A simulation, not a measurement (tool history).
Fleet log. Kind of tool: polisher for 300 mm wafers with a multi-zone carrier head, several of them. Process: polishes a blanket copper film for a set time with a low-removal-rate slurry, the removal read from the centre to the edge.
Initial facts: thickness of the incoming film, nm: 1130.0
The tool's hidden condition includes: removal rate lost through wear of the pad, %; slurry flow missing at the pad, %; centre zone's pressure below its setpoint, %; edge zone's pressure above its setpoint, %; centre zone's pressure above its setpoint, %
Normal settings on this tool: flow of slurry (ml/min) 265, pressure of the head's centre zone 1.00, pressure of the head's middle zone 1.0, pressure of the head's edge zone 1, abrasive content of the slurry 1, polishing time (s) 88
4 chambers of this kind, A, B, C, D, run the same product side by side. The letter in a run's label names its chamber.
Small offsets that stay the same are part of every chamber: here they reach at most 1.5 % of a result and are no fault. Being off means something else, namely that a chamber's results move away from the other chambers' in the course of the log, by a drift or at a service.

run	hour	flow of slurry (ml/min)	pressure of the head's centre zone	pressure of the head's middle zone	pressure of the head's edge zone	abrasive content of the slurry	polishing time (s)	wafers polished on this pad	hours since the slurry nozzle was cleaned	hours since the centre zone pressure was calibrated	hours since the edge zone pressure was calibrated	film removed at the wafer's centre (nm)	film removed at mid-radius (nm)	film removed at the wafer's edge (nm)
# hour 9.6: chamber A: worn pad replaced by a new one
1B	12.8	265	1.00	1.0	1	1	88	230	182.7	1343.7	358.4	160.03	160.05	158.61
2A	20.5	265	1.00	1.0	1	1	88	77	104.9	213.1	383.8	160.11	156.68	160.96
# hour 24.9: chamber D: slurry nozzle cleaned
# hour 27.9: chamber D: edge zone pressure recalibrated
3D	29.8	265	1.00	1.0	1	1	88	283	4.9	791.3	1.9	160.76	157.39	164.96
4C	37.2	265	1.00	1.0	1	1	88	928	216.9	332.2	290.4	160.65	160.55	161.51
# hour 41.5: chamber C: worn pad replaced by a new one
5D	47.2	265	1.00	1.0	1	1	88	407	22.3	808.7	19.3	161.50	160.01	161.92
6A	60.3	265	1.00	1.0	1	1	88	361	144.7	252.9	423.6	160.12	157.81	158.54
7C	72.4	265	1.00	1.0	1	1	88	221	252.1	367.4	325.6	159.75	158.06	160.49
8B	78.1	265	1.00	1.0	1	1	88	696	248.0	1409.0	423.7	158.43	160.96	159.31
9D	90.9	265	1.00	1.0	1	1	88	719	66.0	852.4	63.0	160.30	159.84	162.45
# hour 95.4: chamber B: worn pad replaced by a new one
10C	97.7	265	1.00	1.0	1	1	88	401	277.4	392.7	350.9	160.24	158.81	161.75
# hour 106.4: chamber A: worn pad replaced by a new one
11B	107.3	265	1.00	1.0	1	1	88	85	277.2	1438.2	452.9	158.20	159.90	163.97
# hour 108.8: chamber C: centre zone pressure recalibrated
12A	114.7	265	1.00	1.0	1	1	88	59	199.1	307.3	478.0	160.18	158.11	159.13
13C	123.6	265	1.00	1.0	1	1	88	586	303.3	14.8	376.8	159.50	161.70	158.75
# hour 123.9: chamber B: centre zone pressure recalibrated
14A	131.7	265	1.00	1.0	1	1	88	181	216.1	324.3	495.0	159.07	159.56	160.42
15D	142.9	265	1.00	1.0	1	1	88	1090	118.0	904.4	115.0	159.57	158.58	162.64
16B	150.8	265	1.00	1.0	1	1	88	396	320.7	27.0	496.4	156.10	160.64	159.05
# hour 153.4: chamber A: centre zone pressure recalibrated
17D	163.3	265	1.00	1.0	1	1	88	1235	138.4	924.8	135.4	161.53	159.05	162.49
# hour 173.6: chamber C: worn pad replaced by a new one
18C	174.0	265	1.00	1.0	1	1	88	3	353.7	65.2	427.2	160.03	157.88	162.04
# hour 179.3: chamber D: worn pad replaced by a new one
# hour 182.7: chamber B: slurry nozzle cleaned
19A	186.7	265	1.00	1.0	1	1	88	573	271.1	33.3	550.0	150.67	159.59	163.58
# hour 190.7: chamber B: worn pad replaced by a new one
20B	194.3	265	1.00	1.0	1	1	88	26	11.7	70.5	539.9	160.38	160.07	155.81
# hour 200.9: chamber A: worn pad replaced by a new one
21B	206.2	265	1.00	1.0	1	1	88	111	23.6	82.4	551.8	159.62	162.52	160.85
# hour 207.4: chamber C: edge zone pressure recalibrated
22D	212.9	265	1.00	1.0	1	1	88	240	188.0	974.4	185.0	160.52	158.54	162.54
23A	219.1	200	0.91	1.0	1	1	88	130	303.5	65.7	582.4	130.78	152.82	158.29
24C	227.2	200	0.91	1.0	1	1	88	382	406.9	118.4	19.8	140.10	152.43	153.43
25A	235.2	200	0.91	1.0	1	1	88	245	319.6	81.8	598.5	130.54	153.79	155.52
26C	245.2	200	0.91	1.0	1	1	88	511	424.9	136.4	37.8	139.40	154.10	157.30
27B	254.6	265	1.00	1.0	1	1	88	456	72.0	130.8	600.2	159.97	161.03	159.43
# hour 262.6: chamber A: slurry nozzle cleaned
28D	263.4	265	1.00	1.0	1	1	88	600	238.5	1024.9	235.5	160.27	159.60	158.98
29C	275.0	265	1.00	1.0	1	1	88	723	454.7	166.2	67.6	158.95	159.17	161.92
30A	282.4	265	1.00	1.0	1	1	88	582	19.9	129.0	645.7	150.44	159.54	159.60
31D	294.5	265	1.00	1.0	1	1	88	822	269.6	1056.0	266.6	158.87	158.71	159.76
# hour 296.1: chamber A: worn pad replaced by a new one
32B	302.3	265	1.00	1.0	1	1	88	796	119.7	178.5	647.9	158.10	160.19	160.05
# hour 307.7: chamber B: worn pad replaced by a new one
33D	312.9	265	1.00	1.0	1	1	88	954	288.0	1074.4	285.0	160.51	159.05	160.18
34A	318.8	265	1.00	1.0	1	1	88	162	56.3	165.4	682.1	150.88	158.81	160.62
35B	331.8	265	1.00	0.9	1	1	77	172	149.2	208.0	677.4	139.45	128.99	139.19

Decide between three cases: one chamber stands off from its peers, the gauge reading all wafers drifts, or nothing is wrong past each chamber's small offset. Where a chamber is off, say which and what most likely put it there.

Chamber A came out of a service off from its peers and stayed that way.
Likeliest cause: centre zone's pressure below its setpoint, % = 5.25.

Below are 4 candidate recipes for chamber A's next run, each the usual settings with a change, their results shown as question marks. Which of them brings A's results back in line with what the other chambers give on the usual settings?
In line means no further than this from the other chambers' mean on the usual settings: film removed at the wafer's centre (nm) 3.70; film removed at mid-radius (nm) 3.70; film removed at the wafer's edge (nm) 6.10
36A-1	341.2	265	1.01	1.00	1.00	1	88					?	?	?
36A-2	341.2	265	0.99	1.00	1.00	1	88					?	?	?
36A-3	341.2	270	1.04	0.99	0.99	1	89					?	?	?
36A-4	341.2	260	0.96	1.01	1.01	1	87					?	?	?

What the other chambers average on the usual settings: film removed at the wafer's centre (nm) 159.53; film removed at mid-radius (nm) 159.36; film removed at the wafer's edge (nm) 160.36
run	film removed at the wafer's centre (nm)	film removed at mid-radius (nm)	film removed at the wafer's edge (nm)
36A-1	152.18	158.59	159.83
36A-2	148.88	158.61	159.83
36A-3	159.25	159.20	161.08
36A-4	141.98	157.95	158.56
With 36A-3, the chamber falls back in line with the rest.
